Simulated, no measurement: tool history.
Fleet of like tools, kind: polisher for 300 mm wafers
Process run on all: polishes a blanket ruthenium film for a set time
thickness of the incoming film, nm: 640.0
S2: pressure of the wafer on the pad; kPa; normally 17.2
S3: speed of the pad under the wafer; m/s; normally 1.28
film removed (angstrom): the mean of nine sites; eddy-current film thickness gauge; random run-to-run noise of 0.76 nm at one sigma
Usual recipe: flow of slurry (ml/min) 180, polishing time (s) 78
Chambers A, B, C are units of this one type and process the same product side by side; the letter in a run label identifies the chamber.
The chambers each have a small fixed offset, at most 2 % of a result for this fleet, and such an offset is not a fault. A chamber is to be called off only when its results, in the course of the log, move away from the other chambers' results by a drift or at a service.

run 1A hour=10.0 | flow_of_slurry_(ml/min)=180 S2=17.2 S3=1.28 polishing_time_(s)=78 | film_removed_(angstrom)=1105.40
run 2B hour=19.0 | flow_of_slurry_(ml/min)=180 S2=17.2 S3=1.28 polishing_time_(s)=78 | film_removed_(angstrom)=1155.40
-- hour=20.0 chamber A: slurry nozzle cleaned
run 3C hour=25.3 | flow_of_slurry_(ml/min)=180 S2=17.2 S3=1.28 polishing_time_(s)=78 | film_removed_(angstrom)=1124.00
run 4B hour=30.6 | flow_of_slurry_(ml/min)=180 S2=17.2 S3=1.28 polishing_time_(s)=78 | film_removed_(angstrom)=1141.30
-- hour=30.8 chamber B: worn pad replaced by a new one
run 5A hour=39.2 | flow_of_slurry_(ml/min)=180 S2=17.2 S3=1.28 polishing_time_(s)=78 | film_removed_(angstrom)=1125.00
run 6C hour=44.0 | flow_of_slurry_(ml/min)=180 S2=17.2 S3=1.28 polishing_time_(s)=78 | film_removed_(angstrom)=1122.90
-- hour=48.1 chamber B: slurry nozzle cleaned
run 7B hour=52.3 | flow_of_slurry_(ml/min)=180 S2=17.2 S3=1.28 polishing_time_(s)=78 | film_removed_(angstrom)=1145.40
run 8C hour=60.0 | flow_of_slurry_(ml/min)=180 S2=17.2 S3=1.28 polishing_time_(s)=78 | film_removed_(angstrom)=1140.40
-- hour=60.5 chamber A: worn pad replaced by a new one
run 9A hour=64.8 | flow_of_slurry_(ml/min)=180 S2=17.2 S3=1.28 polishing_time_(s)=78 | film_removed_(angstrom)=1110.50
run 10A hour=74.7 | flow_of_slurry_(ml/min)=180 S2=19.3 S3=1.58 polishing_time_(s)=78 | film_removed_(angstrom)=1548.50
run 11C hour=80.5 | flow_of_slurry_(ml/min)=180 S2=19.3 S3=1.58 polishing_time_(s)=78 | film_removed_(angstrom)=1553.40
-- hour=87.1 chamber C: worn pad replaced by a new one
run 12B hour=90.9 | flow_of_slurry_(ml/min)=180 S2=19.3 S3=1.58 polishing_time_(s)=78 | film_removed_(angstrom)=1595.50
run 13A hour=97.6 | flow_of_slurry_(ml/min)=180 S2=17.2 S3=1.28 polishing_time_(s)=78 | film_removed_(angstrom)=1117.50
run 14C hour=103.4 | flow_of_slurry_(ml/min)=180 S2=17.2 S3=1.04 polishing_time_(s)=64 | film_removed_(angstrom)=754.31
-- hour=107.4 chamber B: worn pad replaced by a new one
run 15B hour=112.5 | flow_of_slurry_(ml/min)=180 S2=17.2 S3=1.04 polishing_time_(s)=64 | film_removed_(angstrom)=765.92
run 16B hour=122.1 | flow_of_slurry_(ml/min)=180 S2=17.2 S3=1.04 polishing_time_(s)=64 | film_removed_(angstrom)=755.91
run 17A hour=130.9 | flow_of_slurry_(ml/min)=180 S2=17.2 S3=1.28 polishing_time_(s)=78 | film_removed_(angstrom)=1110.20
run 18C hour=140.2 | flow_of_slurry_(ml/min)=180 S2=17.2 S3=1.28 polishing_time_(s)=78 | film_removed_(angstrom)=1125.30
run 19C hour=149.1 | flow_of_slurry_(ml/min)=180 S2=17.2 S3=1.28 polishing_time_(s)=78 | film_removed_(angstrom)=1134.40
run 20B hour=159.3 | flow_of_slurry_(ml/min)=180 S2=17.2 S3=1.28 polishing_time_(s)=78 | film_removed_(angstrom)=1146.10
run 21A hour=165.1 | flow_of_slurry_(ml/min)=210 S2=17.2 S3=1.00 polishing_time_(s)=78 | film_removed_(angstrom)=897.28
run 22A hour=172.3 | flow_of_slurry_(ml/min)=210 S2=17.2 S3=1.00 polishing_time_(s)=78 | film_removed_(angstrom)=903.43
run 23C hour=179.9 | flow_of_slurry_(ml/min)=210 S2=17.2 S3=1.00 polishing_time_(s)=78 | film_removed_(angstrom)=927.24
-- hour=184.1 chamber B: worn pad replaced by a new one
run 24B hour=188.6 | flow_of_slurry_(ml/min)=180 S2=17.2 S3=1.28 polishing_time_(s)=78 | film_removed_(angstrom)=1144.10
run 25C hour=197.7 | flow_of_slurry_(ml/min)=145 S2=17.2 S3=1.68 polishing_time_(s)=78 | film_removed_(angstrom)=1442.60
run 26A hour=205.3 | flow_of_slurry_(ml/min)=145 S2=17.2 S3=1.68 polishing_time_(s)=78 | film_removed_(angstrom)=1410.30
-- hour=209.3 chamber A: worn pad replaced by a new one
run 27B hour=210.3 | flow_of_slurry_(ml/min)=145 S2=17.2 S3=1.68 polishing_time_(s)=78 | film_removed_(angstrom)=1454.70
run 28B hour=220.3 | flow_of_slurry_(ml/min)=180 S2=17.2 S3=1.28 polishing_time_(s)=78 | film_removed_(angstrom)=1156.40
run 29C hour=224.9 | flow_of_slurry_(ml/min)=180 S2=17.2 S3=1.28 polishing_time_(s)=78 | film_removed_(angstrom)=1171.60
run 30A hour=234.8 | flow_of_slurry_(ml/min)=180 S2=17.2 S3=1.28 polishing_time_(s)=78 | film_removed_(angstrom)=1118.40
run 31A hour=240.1 | flow_of_slurry_(ml/min)=180 S2=17.2 S3=1.28 polishing_time_(s)=78 | film_removed_(angstrom)=1107.50
-- hour=242.0 chamber C: worn pad replaced by a new one
run 32B hour=248.4 | flow_of_slurry_(ml/min)=180 S2=17.2 S3=1.28 polishing_time_(s)=78 | film_removed_(angstrom)=1144.40
run 33C hour=257.7 | flow_of_slurry_(ml/min)=180 S2=17.2 S3=1.28 polishing_time_(s)=78 | film_removed_(angstrom)=1183.20
-- hour=264.3 chamber B: worn pad replaced by a new one
run 34A hour=267.9 | flow_of_slurry_(ml/min)=180 S2=17.2 S3=1.28 polishing_time_(s)=78 | film_removed_(angstrom)=1109.60
run 35C hour=272.6 | flow_of_slurry_(ml/min)=180 S2=17.2 S3=1.28 polishing_time_(s)=78 | film_removed_(angstrom)=1177.90
-- hour=282.0 chamber A: slurry nozzle cleaned
run 36B hour=282.4 | flow_of_slurry_(ml/min)=180 S2=17.2 S3=1.28 polishing_time_(s)=78 | film_removed_(angstrom)=1149.60
run 37B hour=290.4 | flow_of_slurry_(ml/min)=180 S2=17.2 S3=1.28 polishing_time_(s)=78 | film_removed_(angstrom)=1143.30
run 38A hour=300.2 | flow_of_slurry_(ml/min)=180 S2=17.2 S3=1.52 polishing_time_(s)=78 | film_removed_(angstrom)=1325.00
run 39C hour=308.0 | flow_of_slurry_(ml/min)=180 S2=17.2 S3=1.52 polishing_time_(s)=78 | film_removed_(angstrom)=1420.90
run 40C hour=315.6 | flow_of_slurry_(ml/min)=180 S2=17.2 S3=1.52 polishing_time_(s)=78 | film_removed_(angstrom)=1448.00
run 41A hour=321.0 | flow_of_slurry_(ml/min)=180 S2=17.2 S3=1.28 polishing_time_(s)=78 | film_removed_(angstrom)=1136.40
run 42B hour=330.9 | flow_of_slurry_(ml/min)=180 S2=17.2 S3=1.28 polishing_time_(s)=78 | film_removed_(angstrom)=1135.60
run 43A hour=340.4 | flow_of_slurry_(ml/min)=180 S2=17.2 S3=1.28 polishing_time_(s)=78 | film_removed_(angstrom)=1104.90

Next, all 3 chambers run the settings below, one line each with question marks for the results. What does each chamber give?
run 44A hour=348.0 | flow_of_slurry_(ml/min)=180 S2=17.2 S3=1.28 polishing_time_(s)=78 | film_removed_(angstrom)=?
run 44B hour=348.0 | flow_of_slurry_(ml/min)=180 S2=17.2 S3=1.28 polishing_time_(s)=78 | film_removed_(angstrom)=?
run 44C hour=348.0 | flow_of_slurry_(ml/min)=180 S2=17.2 S3=1.28 polishing_time_(s)=78 | film_removed_(angstrom)=?

run=44A film_removed_(angstrom)=1115.80
run=44B film_removed_(angstrom)=1136.90
run=44C film_removed_(angstrom)=1222.80

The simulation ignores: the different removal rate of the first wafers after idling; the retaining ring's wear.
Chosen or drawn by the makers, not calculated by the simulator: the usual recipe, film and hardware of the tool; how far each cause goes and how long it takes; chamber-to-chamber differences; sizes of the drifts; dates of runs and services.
